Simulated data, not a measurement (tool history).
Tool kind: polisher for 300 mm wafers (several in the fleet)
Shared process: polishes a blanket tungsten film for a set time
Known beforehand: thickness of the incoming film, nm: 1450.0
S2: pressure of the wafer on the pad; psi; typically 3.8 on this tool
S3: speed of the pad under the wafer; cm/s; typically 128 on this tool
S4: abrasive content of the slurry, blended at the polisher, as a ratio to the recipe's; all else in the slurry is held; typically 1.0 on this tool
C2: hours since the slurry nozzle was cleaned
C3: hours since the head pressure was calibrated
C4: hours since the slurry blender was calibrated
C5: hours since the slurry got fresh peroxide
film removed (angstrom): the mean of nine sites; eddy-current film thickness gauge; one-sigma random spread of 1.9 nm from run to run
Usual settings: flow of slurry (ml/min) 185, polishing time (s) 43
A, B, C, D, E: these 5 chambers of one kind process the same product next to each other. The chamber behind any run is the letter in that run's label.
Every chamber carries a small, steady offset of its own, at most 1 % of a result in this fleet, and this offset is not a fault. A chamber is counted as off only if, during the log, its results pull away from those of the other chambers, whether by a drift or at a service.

{"hour": 1.9, "done": "chamber D: worn pad replaced by a new one"}
{"hour": 2.2, "done": "chamber A: slurry tank refilled with fresh slurry and peroxide"}
{"run": "1E", "hour": 6.5, "flow of slurry (ml/min)": 185, "S2": 3.8, "S3": 128, "S4": 1.0, "polishing time (s)": 43, "wafers polished on this pad": 725, "C2": 46.5, "C3": 167.4, "C4": 175.6, "C5": 85.9, "film removed (angstrom)": 2348.7}
{"hour": 7.6, "done": "chamber B: worn pad replaced by a new one"}
{"hour": 15.7, "done": "chamber E: worn pad replaced by a new one"}
{"run": "2A", "hour": 17.9, "flow of slurry (ml/min)": 185, "S2": 3.8, "S3": 128, "S4": 1.0, "polishing time (s)": 43, "wafers polished on this pad": 348, "C2": 83.1, "C3": 759.4, "C4": 205.0, "C5": 15.8, "film removed (angstrom)": 2367.1}
{"hour": 24.2, "done": "chamber D: slurry tank refilled with fresh slurry and peroxide"}
{"hour": 25.4, "done": "chamber C: worn pad replaced by a new one"}
{"run": "3D", "hour": 30.6, "flow of slurry (ml/min)": 185, "S2": 3.8, "S3": 128, "S4": 1.0, "polishing time (s)": 43, "wafers polished on this pad": 342, "C2": 60.2, "C3": 149.9, "C4": 240.7, "C5": 6.5, "film removed (angstrom)": 2439.9}
{"run": "4B", "hour": 43.4, "flow of slurry (ml/min)": 185, "S2": 3.8, "S3": 128, "S4": 1.0, "polishing time (s)": 43, "wafers polished on this pad": 428, "C2": 484.9, "C3": 397.8, "C4": 239.7, "C5": 86.3, "film removed (angstrom)": 2373.4}
{"run": "5C", "hour": 56.7, "flow of slurry (ml/min)": 185, "S2": 3.8, "S3": 128, "S4": 1.0, "polishing time (s)": 43, "wafers polished on this pad": 375, "C2": 79.0, "C3": 542.7, "C4": 95.0, "C5": 157.7, "film removed (angstrom)": 2389.5}
{"hour": 58.7, "done": "chamber C: head pressure recalibrated"}
{"hour": 62.0, "done": "chamber E: slurry tank refilled with fresh slurry and peroxide"}
{"hour": 63.3, "done": "chamber A: worn pad replaced by a new one"}
{"hour": 64.1, "done": "chamber C: slurry tank refilled with fresh slurry and peroxide"}
{"hour": 66.0, "done": "chamber A: slurry tank refilled with fresh slurry and peroxide"}
{"run": "6C", "hour": 71.4, "flow of slurry (ml/min)": 185, "S2": 3.8, "S3": 128, "S4": 1.0, "polishing time (s)": 43, "wafers polished on this pad": 550, "C2": 93.7, "C3": 12.7, "C4": 109.7, "C5": 7.3, "film removed (angstrom)": 2398.6}
{"hour": 78.9, "done": "chamber B: worn pad replaced by a new one"}
{"run": "7D", "hour": 82.7, "flow of slurry (ml/min)": 185, "S2": 4.3, "S3": 94, "S4": 1.0, "polishing time (s)": 43, "wafers polished on this pad": 965, "C2": 112.3, "C3": 202.0, "C4": 292.8, "C5": 58.6, "film removed (angstrom)": 1996.5}
{"hour": 86.3, "done": "chamber E: worn pad replaced by a new one"}
{"run": "8B", "hour": 96.2, "flow of slurry (ml/min)": 185, "S2": 4.3, "S3": 94, "S4": 1.0, "polishing time (s)": 43, "wafers polished on this pad": 207, "C2": 537.7, "C3": 450.6, "C4": 292.5, "C5": 139.1, "film removed (angstrom)": 1970.5}
{"hour": 101.4, "done": "chamber D: slurry blender recalibrated"}
{"hour": 107.1, "done": "chamber C: worn pad replaced by a new one"}
{"run": "9E", "hour": 107.7, "flow of slurry (ml/min)": 185, "S2": 4.3, "S3": 94, "S4": 1.0, "polishing time (s)": 43, "wafers polished on this pad": 256, "C2": 147.7, "C3": 268.6, "C4": 276.8, "C5": 45.8, "film removed (angstrom)": 1991.9}
{"hour": 117.1, "done": "chamber B: slurry tank refilled with fresh slurry and peroxide"}
{"hour": 117.2, "done": "chamber D: worn pad replaced by a new one"}
{"run": "10A", "hour": 121.9, "flow of slurry (ml/min)": 185, "S2": 4.3, "S3": 94, "S4": 1.0, "polishing time (s)": 43, "wafers polished on this pad": 701, "C2": 187.1, "C3": 863.4, "C4": 309.0, "C5": 56.0, "film removed (angstrom)": 1958.6}
{"run": "11C", "hour": 135.2, "flow of slurry (ml/min)": 185, "S2": 4.3, "S3": 94, "S4": 1.0, "polishing time (s)": 43, "wafers polished on this pad": 336, "C2": 157.5, "C3": 76.5, "C4": 173.5, "C5": 71.1, "film removed (angstrom)": 1997.0}
{"hour": 141.8, "done": "chamber D: slurry tank refilled with fresh slurry and peroxide"}
{"hour": 143.2, "done": "chamber A: slurry tank refilled with fresh slurry and peroxide"}
{"run": "12B", "hour": 143.4, "flow of slurry (ml/min)": 185, "S2": 3.8, "S3": 128, "S4": 1.0, "polishing time (s)": 43, "wafers polished on this pad": 771, "C2": 584.9, "C3": 497.8, "C4": 339.7, "C5": 26.3, "film removed (angstrom)": 2394.1}
{"hour": 146.4, "done": "chamber B: worn pad replaced by a new one"}
{"run": "13D", "hour": 151.2, "flow of slurry (ml/min)": 185, "S2": 3.8, "S3": 128, "S4": 1.0, "polishing time (s)": 43, "wafers polished on this pad": 406, "C2": 180.8, "C3": 270.5, "C4": 49.9, "C5": 9.5, "film removed (angstrom)": 2428.3}
{"hour": 152.2, "done": "chamber A: worn pad replaced by a new one"}
{"hour": 160.3, "done": "chamber C: slurry nozzle cleaned"}
{"hour": 160.8, "done": "chamber E: worn pad replaced by a new one"}
{"run": "14E", "hour": 162.8, "flow of slurry (ml/min)": 185, "S2": 3.8, "S3": 128, "S4": 1.0, "polishing time (s)": 43, "wafers polished on this pad": 24, "C2": 202.8, "C3": 323.7, "C4": 331.9, "C5": 100.9, "film removed (angstrom)": 2388.4}
{"hour": 173.1, "done": "chamber E: slurry blender recalibrated"}
{"run": "15A", "hour": 174.0, "flow of slurry (ml/min)": 185, "S2": 3.8, "S3": 128, "S4": 1.0, "polishing time (s)": 43, "wafers polished on this pad": 260, "C2": 239.2, "C3": 915.5, "C4": 361.1, "C5": 30.9, "film removed (angstrom)": 2384.9}
{"hour": 182.4, "done": "chamber C: worn pad replaced by a new one"}
{"run": "16D", "hour": 188.4, "flow of slurry (ml/min)": 155, "S2": 3.8, "S3": 100, "S4": 1.0, "polishing time (s)": 43, "wafers polished on this pad": 850, "C2": 218.0, "C3": 307.7, "C4": 87.1, "C5": 46.7, "film removed (angstrom)": 1818.5}
{"hour": 199.1, "done": "chamber E: slurry tank refilled with fresh slurry and peroxide"}
{"run": "17C", "hour": 199.8, "flow of slurry (ml/min)": 155, "S2": 3.8, "S3": 100, "S4": 1.0, "polishing time (s)": 43, "wafers polished on this pad": 208, "C2": 39.5, "C3": 141.1, "C4": 238.1, "C5": 135.7, "film removed (angstrom)": 1831.3}
{"hour": 204.3, "done": "chamber A: slurry tank refilled with fresh slurry and peroxide"}
{"run": "18E", "hour": 210.6, "flow of slurry (ml/min)": 155, "S2": 3.8, "S3": 100, "S4": 1.0, "polishing time (s)": 43, "wafers polished on this pad": 595, "C2": 250.6, "C3": 371.5, "C4": 37.6, "C5": 11.5, "film removed (angstrom)": 1827.5}
{"hour": 212.3, "done": "chamber B: worn pad replaced by a new one"}
{"hour": 222.2, "done": "chamber C: slurry blender recalibrated"}
{"hour": 224.1, "done": "chamber E: worn pad replaced by a new one"}
{"run": "19B", "hour": 224.3, "flow of slurry (ml/min)": 155, "S2": 3.8, "S3": 100, "S4": 1.0, "polishing time (s)": 43, "wafers polished on this pad": 143, "C2": 665.8, "C3": 578.7, "C4": 420.6, "C5": 107.2, "film removed (angstrom)": 1790.1}
{"hour": 227.4, "done": "chamber A: worn pad replaced by a new one"}
{"run": "20A", "hour": 235.1, "flow of slurry (ml/min)": 155, "S2": 3.8, "S3": 100, "S4": 1.0, "polishing time (s)": 43, "wafers polished on this pad": 92, "C2": 300.3, "C3": 976.6, "C4": 422.2, "C5": 30.9, "film removed (angstrom)": 1820.8}
{"hour": 237.0, "done": "chamber C: slurry tank refilled with fresh slurry and peroxide"}
{"run": "21A", "hour": 243.3, "flow of slurry (ml/min)": 185, "S2": 3.8, "S3": 90, "S4": 1.0, "polishing time (s)": 43, "wafers polished on this pad": 190, "C2": 308.5, "C3": 984.8, "C4": 430.4, "C5": 39.1, "film removed (angstrom)": 1659.5}
{"hour": 245.1, "done": "chamber D: worn pad replaced by a new one"}
{"run": "22B", "hour": 249.9, "flow of slurry (ml/min)": 185, "S2": 3.8, "S3": 90, "S4": 1.0, "polishing time (s)": 43, "wafers polished on this pad": 449, "C2": 691.4, "C3": 604.3, "C4": 446.2, "C5": 132.8, "film removed (angstrom)": 1653.3}
{"hour": 255.2, "done": "chamber C: worn pad replaced by a new one"}
{"hour": 258.6, "done": "chamber D: slurry tank refilled with fresh slurry and peroxide"}
{"run": "23E", "hour": 262.6, "flow of slurry (ml/min)": 185, "S2": 3.8, "S3": 90, "S4": 1.0, "polishing time (s)": 43, "wafers polished on this pad": 460, "C2": 302.6, "C3": 423.5, "C4": 89.6, "C5": 63.5, "film removed (angstrom)": 1674.0}
{"hour": 266.9, "done": "chamber A: slurry tank refilled with fresh slurry and peroxide"}
{"run": "24C", "hour": 274.1, "flow of slurry (ml/min)": 185, "S2": 3.8, "S3": 90, "S4": 1.0, "polishing time (s)": 43, "wafers polished on this pad": 226, "C2": 113.8, "C3": 215.4, "C4": 51.9, "C5": 37.1, "film removed (angstrom)": 1673.5}
{"hour": 277.0, "done": "chamber B: slurry tank refilled with fresh slurry and peroxide"}
{"hour": 277.9, "done": "chamber A: slurry blender recalibrated"}
{"hour": 280.8, "done": "chamber B: slurry nozzle cleaned"}
{"hour": 281.1, "done": "chamber D: slurry nozzle cleaned"}
{"hour": 287.2, "done": "chamber B: worn pad replaced by a new one"}
{"run": "25D", "hour": 288.1, "flow of slurry (ml/min)": 185, "S2": 3.8, "S3": 90, "S4": 1.0, "polishing time (s)": 43, "wafers polished on this pad": 514, "C2": 7.1, "C3": 407.4, "C4": 186.8, "C5": 29.5, "film removed (angstrom)": 1685.9}
{"hour": 289.8, "done": "chamber E: worn pad replaced by a new one"}
{"run": "26E", "hour": 300.1, "flow of slurry (ml/min)": 185, "S2": 3.8, "S3": 128, "S4": 1.0, "polishing time (s)": 43, "wafers polished on this pad": 123, "C2": 340.1, "C3": 461.0, "C4": 127.1, "C5": 101.0, "film removed (angstrom)": 2358.2}
{"run": "27A", "hour": 311.1, "flow of slurry (ml/min)": 145, "S2": 3.8, "S3": 128, "S4": 1.2, "polishing time (s)": 43, "wafers polished on this pad": 1000, "C2": 376.3, "C3": 1052.6, "C4": 33.2, "C5": 44.2, "film removed (angstrom)": 2396.7}
{"hour": 321.5, "done": "chamber C: worn pad replaced by a new one"}
{"run": "28C", "hour": 324.5, "flow of slurry (ml/min)": 145, "S2": 3.8, "S3": 128, "S4": 1.2, "polishing time (s)": 43, "wafers polished on this pad": 36, "C2": 164.2, "C3": 265.8, "C4": 102.3, "C5": 87.5, "film removed (angstrom)": 2409.5}
{"hour": 327.6, "done": "chamber B: slurry blender recalibrated"}
{"run": "29B", "hour": 333.8, "flow of slurry (ml/min)": 145, "S2": 3.8, "S3": 128, "S4": 1.2, "polishing time (s)": 43, "wafers polished on this pad": 557, "C2": 53.1, "C3": 688.2, "C4": 6.3, "C5": 56.9, "film removed (angstrom)": 2398.4}
{"run": "30D", "hour": 344.2, "flow of slurry (ml/min)": 145, "S2": 3.8, "S3": 128, "S4": 1.2, "polishing time (s)": 43, "wafers polished on this pad": 1184, "C2": 63.2, "C3": 463.5, "C4": 242.9, "C5": 85.6, "film removed (angstrom)": 2411.8}
{"hour": 355.2, "done": "chamber D: worn pad replaced by a new one"}
{"run": "31D", "hour": 357.0, "flow of slurry (ml/min)": 145, "S2": 3.8, "S3": 128, "S4": 1.2, "polishing time (s)": 43, "wafers polished on this pad": 22, "C2": 76.0, "C3": 476.3, "C4": 255.7, "C5": 98.4, "film removed (angstrom)": 2415.4}

Predict what each chamber gives when all 5 of them run the settings below next.
{"run": "32A", "hour": 367.9, "flow of slurry (ml/min)": 185, "S2": 3.8, "S3": 128, "S4": 1.0, "polishing time (s)": 43, "film removed (angstrom)": "?"}
{"run": "32B", "hour": 367.9, "flow of slurry (ml/min)": 185, "S2": 3.8, "S3": 128, "S4": 1.0, "polishing time (s)": 43, "film removed (angstrom)": "?"}
{"run": "32C", "hour": 367.9, "flow of slurry (ml/min)": 185, "S2": 3.8, "S3": 128, "S4": 1.0, "polishing time (s)": 43, "film removed (angstrom)": "?"}
{"run": "32D", "hour": 367.9, "flow of slurry (ml/min)": 185, "S2": 3.8, "S3": 128, "S4": 1.0, "polishing time (s)": 43, "film removed (angstrom)": "?"}
{"run": "32E", "hour": 367.9, "flow of slurry (ml/min)": 185, "S2": 3.8, "S3": 128, "S4": 1.0, "polishing time (s)": 43, "film removed (angstrom)": "?"}

run=32A film_removed_(angstrom)=2373.8
run=32B film_removed_(angstrom)=2385.6
run=32C film_removed_(angstrom)=2399.0
run=32D film_removed_(angstrom)=2440.1
run=32E film_removed_(angstrom)=2384.1
